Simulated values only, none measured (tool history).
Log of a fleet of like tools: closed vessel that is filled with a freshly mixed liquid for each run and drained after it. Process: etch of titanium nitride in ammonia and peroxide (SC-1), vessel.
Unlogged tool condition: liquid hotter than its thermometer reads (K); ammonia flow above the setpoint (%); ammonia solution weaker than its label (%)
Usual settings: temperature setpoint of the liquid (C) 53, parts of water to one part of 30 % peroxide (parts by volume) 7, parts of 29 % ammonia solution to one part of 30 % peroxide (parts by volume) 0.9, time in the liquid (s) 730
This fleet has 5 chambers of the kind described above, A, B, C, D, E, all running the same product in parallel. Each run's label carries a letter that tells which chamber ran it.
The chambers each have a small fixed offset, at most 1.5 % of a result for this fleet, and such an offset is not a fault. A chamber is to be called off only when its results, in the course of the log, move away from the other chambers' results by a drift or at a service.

run	hour	temperature setpoint of the liquid (C)	parts of water to one part of 30 % peroxide (parts by volume)	parts of 29 % ammonia solution to one part of 30 % peroxide (parts by volume)	time in the liquid (s)	hours since the thermometer was replaced	hours since the ammonia flow meter was replaced	hours since the drum of ammonia solution was connected	read-back film thickness of the titanium nitride reference wafer, read on the same gauge (nm)	thickness taken off the titanium nitride on a monitor wafer (Å)
1D	6.5	53	7	0.9	730	673.8	181.7	223.5	60.015	525.83
# hour 8.1: chamber D: thermometer replaced
2E	12.2	53	7	0.9	730	397.4	244.6	574.2	60.018	526.69
3C	18.5	53	7	0.9	730	543	797.5	114.8	59.994	536.31
4A	28.9	53	7	0.9	730	398.1	1268.8	334.7	59.986	532.63
5B	36.6	44	7	0.7	730	613.2	386.6	612.3	59.991	275.61
6E	45.6	44	7	0.7	730	430.8	278	607.6	60.034	272.24
7C	55.1	44	7	0.7	730	579.6	834.1	151.4	60.019	269.41
8D	63.6	44	7	0.7	730	55.6	238.8	280.6	59.983	272.55
9A	71.6	44	7	0.7	730	440.8	1311.5	377.4	59.986	271.11
10B	79.5	46.5	7	1.2	730	656.1	429.5	655.2	60.031	352.87
11C	89.9	46.5	7	1.2	730	614.4	868.9	186.2	60.039	349.19
12A	96	46.5	7	1.2	730	465.2	1335.9	401.8	59.993	350.17
13E	103.7	46.5	7	1.2	730	488.9	336.1	665.7	60.005	354.16
14D	111	46.5	7	1.2	730	103	286.2	328	59.987	350.21
15B	121	53	7	0.9	730	697.6	471	696.7	60	532.84
16B	130.7	53	7	0.9	730	707.3	480.7	706.4	60.036	519.21
17E	135.8	53	7	0.9	730	521	368.2	697.8	59.986	537.87
18C	147	53	7	0.9	730	671.5	926	243.3	60.022	535.08
19A	157.5	53	7	0.9	570	526.7	1397.4	463.3	59.96	428.09
# hour 162.6: chamber A: ammonia flow meter replaced
20D	164.3	53	7	0.9	570	156.3	339.5	381.3	59.978	412.19
# hour 165.5: chamber A: new drum of ammonia solution connected
21D	175	53	7	0.9	570	167	350.2	392	60.009	406.21
22A	183.7	53	7	0.9	570	552.9	21.1	18.2	59.997	428.95
23C	188.9	53	7	0.9	570	713.4	967.9	285.2	59.989	412.71
24E	198.9	53	7	0.9	730	584.1	431.3	760.9	60.017	535.67
25B	206.9	53	7	0.9	730	783.5	556.9	782.6	60.001	526.08
26C	216.4	53	7	0.9	730	740.9	995.4	312.7	60.012	530.09
27B	223.3	53	7	0.9	730	799.9	573.3	799	59.969	522.6
28A	228.5	53	7	0.9	730	597.7	65.9	63	60	556.99
29D	236.2	53	7	0.9	730	228.2	411.4	453.2	59.96	533.38
30E	241.5	53	7	0.9	730	626.7	473.9	803.5	59.994	537.32
31E	249.9	53	7	0.9	730	635.1	482.3	811.9	60.002	530.71
32D	258.8	53	7	0.9	730	250.8	434	475.8	59.959	521.89
33A	267.4	53	7	1.2	730	636.6	104.8	101.9	59.975	584.62
34B	278.4	53	7	1.2	730	855	628.4	854.1	60.023	548.49
35C	283.4	53	7	1.2	730	807.9	1062.4	379.7	59.975	544.08
36E	289.2	53	7	1.2	730	674.4	521.6	851.2	59.966	547.34
37B	294.6	53	7	1.2	730	871.2	644.6	870.3	60.059	544.66
38D	301.2	53	7	0.9	730	293.2	476.4	518.2	60.009	532.51
39C	308.2	53	7	0.9	730	832.7	1087.2	404.5	60.005	526.67
40A	317.5	53	7	0.9	730	686.7	154.9	152	59.995	572.68
41D	323.3	57.5	8.5	0.9	730	315.3	498.5	540.3	60.012	647.53
# hour 330.4: chamber B: ammonia flow meter replaced
42B	332.9	57.5	8.5	0.9	730	909.5	2.5	908.6	59.987	640.83
43C	339.4	57.5	8.5	0.9	730	863.9	1118.4	435.7	60.005	647.16
44A	346.7	57.5	8.5	0.9	730	715.9	184.1	181.2	59.993	706.61

All 5 chambers run these settings next. Forecast each chamber's results:
45A	354.7	53	7	0.9	730					?
45B	354.7	53	7	0.9	730					?
45C	354.7	53	7	0.9	730					?
45D	354.7	53	7	0.9	730					?
45E	354.7	53	7	0.9	730					?

run	thickness taken off the titanium nitride on a monitor wafer (Å)
45A	574.12
45B	527.92
45C	528.45
45D	524.21
45E	535.23
